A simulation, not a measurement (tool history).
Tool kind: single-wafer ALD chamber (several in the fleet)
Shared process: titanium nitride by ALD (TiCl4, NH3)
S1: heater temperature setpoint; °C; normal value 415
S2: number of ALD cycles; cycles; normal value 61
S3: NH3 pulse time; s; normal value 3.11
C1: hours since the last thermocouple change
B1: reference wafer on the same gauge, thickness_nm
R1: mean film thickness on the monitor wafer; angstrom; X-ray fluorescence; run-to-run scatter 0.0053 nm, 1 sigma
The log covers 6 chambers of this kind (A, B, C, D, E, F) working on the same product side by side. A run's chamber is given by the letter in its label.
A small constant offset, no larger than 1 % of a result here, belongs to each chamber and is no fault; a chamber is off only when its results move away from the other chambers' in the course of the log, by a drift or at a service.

run	hour	S1	S2	S3	C1	B1	R1
1F	4.4	415	61	3.11	254.4	1.3391	13.66
# hour 10.5: chamber E: thermocouple changed; heater temperature recalibrated
2E	12.3	415	61	3.11	1.9	1.3411	13.819
3C	17.2	415	61	3.11	752	1.3405	13.7
4D	24.3	415	61	3.11	692.1	1.3396	13.691
5A	31.5	415	61	3.11	254.2	1.3401	13.619
6B	37.9	415	61	3.11	110.8	1.34	13.643
7F	43.1	415	61	3.11	293.1	1.3405	13.746
8C	49.4	415	61	3.11	784.2	1.3385	13.815
9B	57.3	415	61	3.11	130.2	1.3392	13.668
10A	62.5	415	61	3.11	285.2	1.3398	13.629
11E	69.5	422	61	2.01	59.1	1.3407	13.596
12D	75.9	422	61	2.01	743.7	1.3402	13.706
13A	79.8	422	61	2.01	302.5	1.3397	13.525
14E	85.8	422	61	2.01	75.4	1.3403	13.687
15C	91.4	422	61	2.01	826.2	1.3404	13.644
16D	97.9	422	61	2.01	765.7	1.3413	13.564
17B	104.7	415	61	3.11	177.6	1.3392	13.664
18F	111.3	415	61	3.11	361.3	1.3406	13.672
19C	115.4	415	61	3.11	850.2	1.339	13.822
20E	123	415	61	3.11	112.6	1.3405	13.765
21A	130	424	61	3.11	352.7	1.3395	13.738
22D	136.2	424	61	3.11	804	1.3388	13.824
23B	141.8	424	61	3.11	214.7	1.3391	13.674
24F	149.4	424	61	3.11	399.4	1.3385	13.755
25F	157.7	424	61	3.11	407.7	1.3395	13.632
26A	164.1	424	61	3.11	386.8	1.34	13.713
27C	170	415	61	3.11	904.8	1.3412	13.694
28E	176	415	61	3.11	165.6	1.3403	13.78
29B	181.7	415	61	3.11	254.6	1.3411	13.581
30D	186.6	415	65	3.68	854.4	1.3405	14.693
31C	190.2	415	65	3.68	925	1.3404	14.852
32E	196.4	415	65	3.68	186	1.3398	14.735
33B	203	415	65	3.68	275.9	1.3404	14.694
34F	208.8	415	65	3.68	458.8	1.3387	14.532
35D	212.7	415	65	3.68	880.5	1.3394	14.63
36A	219.9	415	61	3.11	442.6	1.34	13.671
37D	224.8	415	61	3.11	892.6	1.3407	13.767
38F	230.6	415	61	3.11	480.6	1.3395	13.663
39C	237.6	415	61	3.11	972.4	1.3392	13.75
40B	243.9	415	61	3.11	316.8	1.34	13.634
41E	249.9	415	61	3.11	239.5	1.3392	13.813
42A	258	415	61	3.11	480.7	1.3403	13.623

Does one chamber stand apart from the rest, does the shared gauge drift, or is all well apart from small per-chamber offsets? Give the chamber and the most likely cause, where there is one.

Neither any chamber nor the gauge drifts; the chambers differ only by their own small, steady offsets.

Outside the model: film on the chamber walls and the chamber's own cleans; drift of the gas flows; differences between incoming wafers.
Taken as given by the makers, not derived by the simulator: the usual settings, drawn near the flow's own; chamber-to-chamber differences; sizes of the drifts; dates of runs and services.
